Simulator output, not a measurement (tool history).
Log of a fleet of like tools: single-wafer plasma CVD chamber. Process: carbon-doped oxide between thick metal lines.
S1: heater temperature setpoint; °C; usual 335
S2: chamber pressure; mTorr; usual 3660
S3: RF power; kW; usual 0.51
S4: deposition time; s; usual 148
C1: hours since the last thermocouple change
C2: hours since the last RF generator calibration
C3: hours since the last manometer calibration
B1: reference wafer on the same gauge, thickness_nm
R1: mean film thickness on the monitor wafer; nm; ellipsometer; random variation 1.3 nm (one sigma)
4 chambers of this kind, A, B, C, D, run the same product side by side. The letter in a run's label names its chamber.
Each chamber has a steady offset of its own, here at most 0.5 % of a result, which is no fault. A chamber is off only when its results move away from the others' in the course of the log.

run	hour	S1	S2	S3	S4	C1	C2	C3	B1	R1
1C	3.3	335	3660	0.51	148	1884.5	1150.4	1751.2	750.77	749.73
2B	6.6	335	3660	0.51	148	1777.4	1127.7	661.7	750.79	747.85
3A	12.3	335	3660	0.51	148	744	412.1	853.3	750.37	745.61
4D	16.5	335	3660	0.51	148	879.9	197.9	634.2	750.45	751.64
5A	21.7	335	3660	0.51	148	753.4	421.5	862.7	749.68	747.72
6B	27.5	335	2800	0.51	167	1798.3	1148.6	682.6	749.88	820.24
7D	32.9	335	2800	0.51	167	896.3	214.3	650.6	749.9	824.25
8C	36.7	335	2800	0.51	167	1917.9	1183.8	1784.6	749.61	822.44
9B	42.5	335	2800	0.51	167	1813.3	1163.6	697.6	749.3	820.99
10D	45.6	335	3660	0.51	148	909	227	663.3	749.14	752.19
11A	49.1	335	3660	0.51	148	780.8	448.9	890.1	748.95	744.07
12C	51.9	335	3660	0.425	148	1933.1	1199	1799.8	748.82	667.35
13D	54.8	335	3660	0.425	148	918.2	236.2	672.5	748.55	664.8
14C	59.6	335	3660	0.425	148	1940.8	1206.7	1807.5	748.3	664.67
15B	63.3	335	3660	0.425	148	1834.1	1184.4	718.4	748.39	661
16A	67.7	335	3660	0.51	127	799.4	467.5	908.7	748.15	639.35
17D	73.6	335	3660	0.51	127	937	255	691.3	748.06	642.76
18A	77.4	335	3660	0.51	127	809.1	477.2	918.4	747.59	639.54
19C	82.5	335	3660	0.51	127	1963.7	1229.6	1830.4	747.52	641.63
20B	86.7	335	3660	0.51	148	1857.5	1207.8	741.8	747.44	744.75
21C	91.3	335	3660	0.51	148	1972.5	1238.4	1839.2	747.19	744.34
22D	95	335	3660	0.51	148	958.4	276.4	712.7	747.01	749.42
23A	100.4	335	3970	0.51	160	832.1	500.2	941.4	746.7	813.06
24B	103.2	335	3970	0.51	160	1874	1224.3	758.3	746.57	811.62
25C	109.4	335	3970	0.51	160	1990.6	1256.5	1857.3	746.28	814.02
26D	115.1	335	3970	0.51	160	978.5	296.5	732.8	746.13	817.64
27B	120.1	335	3660	0.51	148	1890.9	1241.2	775.2	746.23	741.25

What goes on in this fleet: one chamber off, a drifting gauge, or nothing beyond the chambers' own small offsets? Name the chamber and the cause, if any.

The gauge drifts, so all chambers seem to drift together. No chamber is off.
Cause: gauge reads low (%) = 0.699.
